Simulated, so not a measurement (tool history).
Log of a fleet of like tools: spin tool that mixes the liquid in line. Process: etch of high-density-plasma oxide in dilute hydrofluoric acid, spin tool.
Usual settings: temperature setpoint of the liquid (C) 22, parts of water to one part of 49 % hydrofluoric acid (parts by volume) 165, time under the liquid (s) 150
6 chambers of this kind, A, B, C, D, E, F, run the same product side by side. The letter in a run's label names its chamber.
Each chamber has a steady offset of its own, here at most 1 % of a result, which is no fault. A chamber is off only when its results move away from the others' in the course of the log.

| run | hour | temperature setpoint of the liquid (C) | parts of water to one part of 49 % hydrofluoric acid (parts by volume) | time under the liquid (s) | read-back film thickness of the high-density-plasma oxide reference wafer, read on the same gauge (nm) | thickness taken off the high-density-plasma oxide on a monitor wafer (nm) |
|---|---|---|---|---|---|---|
| 1E | 5 | 22 | 165 | 150 | 49.985 | 4.2553 |
| 2B | 10.1 | 22 | 165 | 150 | 49.97 | 4.3216 |
| 3F | 14 | 22 | 165 | 150 | 49.954 | 4.3256 |
| 4C | 17.9 | 22 | 165 | 150 | 49.985 | 4.2918 |
| 5A | 24.6 | 22 | 165 | 150 | 50.033 | 4.326 |
| 6D | 29.6 | 22 | 165 | 150 | 50.012 | 4.258 |
| 7C | 33.2 | 22 | 165 | 150 | 49.986 | 4.2766 |
| 8A | 38.2 | 22 | 165 | 150 | 50.022 | 4.3164 |
|  | 43.6 | chamber A: hydrofluoric acid flow meter replaced |
| 9F | 45.5 | 22 | 165 | 150 | 49.976 | 4.2294 |
| 10B | 49.8 | 22 | 165 | 150 | 49.971 | 4.314 |
| 11E | 57.3 | 22 | 165 | 150 | 49.981 | 4.3208 |
| 12D | 64.3 | 22 | 165 | 150 | 50.009 | 4.2196 |
| 13D | 68.7 | 22 | 165 | 150 | 50.019 | 4.2326 |
| 14C | 73.8 | 22 | 165 | 150 | 49.948 | 4.2707 |
| 15F | 78.9 | 22 | 165 | 150 | 50 | 4.3172 |
| 16A | 84.6 | 22 | 165 | 150 | 50.013 | 4.2575 |
| 17E | 90 | 22 | 165 | 150 | 49.953 | 4.3638 |
| 18B | 95.1 | 22 | 165 | 150 | 49.982 | 4.3403 |
| 19D | 101.9 | 22 | 165 | 150 | 49.952 | 4.258 |
| 20F | 106.7 | 22 | 165 | 150 | 49.994 | 4.265 |
| 21E | 114.1 | 22 | 165 | 150 | 50.05 | 4.4432 |
| 22A | 117.6 | 22 | 165 | 150 | 49.94 | 4.1925 |
| 23C | 122.2 | 22 | 165 | 150 | 49.99 | 4.3141 |
| 24B | 128.9 | 22 | 165 | 150 | 50.004 | 4.3756 |
| 25A | 133.5 | 22 | 165 | 150 | 50.028 | 4.2922 |
| 26C | 138.4 | 22 | 165 | 150 | 50.02 | 4.2561 |
| 27B | 145 | 22 | 165 | 150 | 50.036 | 4.3442 |
| 28F | 148.8 | 22 | 165 | 150 | 50.016 | 4.3444 |
| 29D | 154.7 | 22 | 165 | 150 | 50.028 | 4.2819 |
| 30E | 161.4 | 22 | 165 | 150 | 49.958 | 4.5264 |
| 31C | 168.5 | 22 | 165 | 150 | 49.941 | 4.3024 |
| 32D | 175.7 | 22 | 165 | 150 | 50.016 | 4.2581 |
| 33E | 182.2 | 22 | 165 | 150 | 50.044 | 4.5141 |
| 34F | 186.8 | 22 | 165 | 150 | 50.012 | 4.314 |
| 35B | 190.3 | 22 | 165 | 150 | 49.991 | 4.344 |
| 36A | 197.7 | 22 | 165 | 150 | 49.985 | 4.3126 |
| 37C | 203.1 | 22 | 165 | 150 | 49.965 | 4.324 |
| 38A | 207.4 | 22 | 165 | 150 | 49.99 | 4.3194 |
| 39B | 212.4 | 22 | 165 | 150 | 50.019 | 4.3883 |
| 40F | 219.9 | 22 | 165 | 150 | 50.046 | 4.2819 |
| 41E | 224.3 | 22 | 165 | 150 | 49.934 | 4.5829 |

All 6 chambers run these settings next. Forecast each chamber's results:
| 42A | 230 | 22 | 165 | 150 |  | ? |
| 42B | 230 | 22 | 165 | 150 |  | ? |
| 42C | 230 | 22 | 165 | 150 |  | ? |
| 42D | 230 | 22 | 165 | 150 |  | ? |
| 42E | 230 | 22 | 165 | 150 |  | ? |
| 42F | 230 | 22 | 165 | 150 |  | ? |

| run | thickness taken off the high-density-plasma oxide on a monitor wafer (nm) |
|---|---|
| 42A | 4.2405 |
| 42B | 4.3584 |
| 42C | 4.2815 |
| 42D | 4.2391 |
| 42E | 4.5935 |
| 42F | 4.2721 |
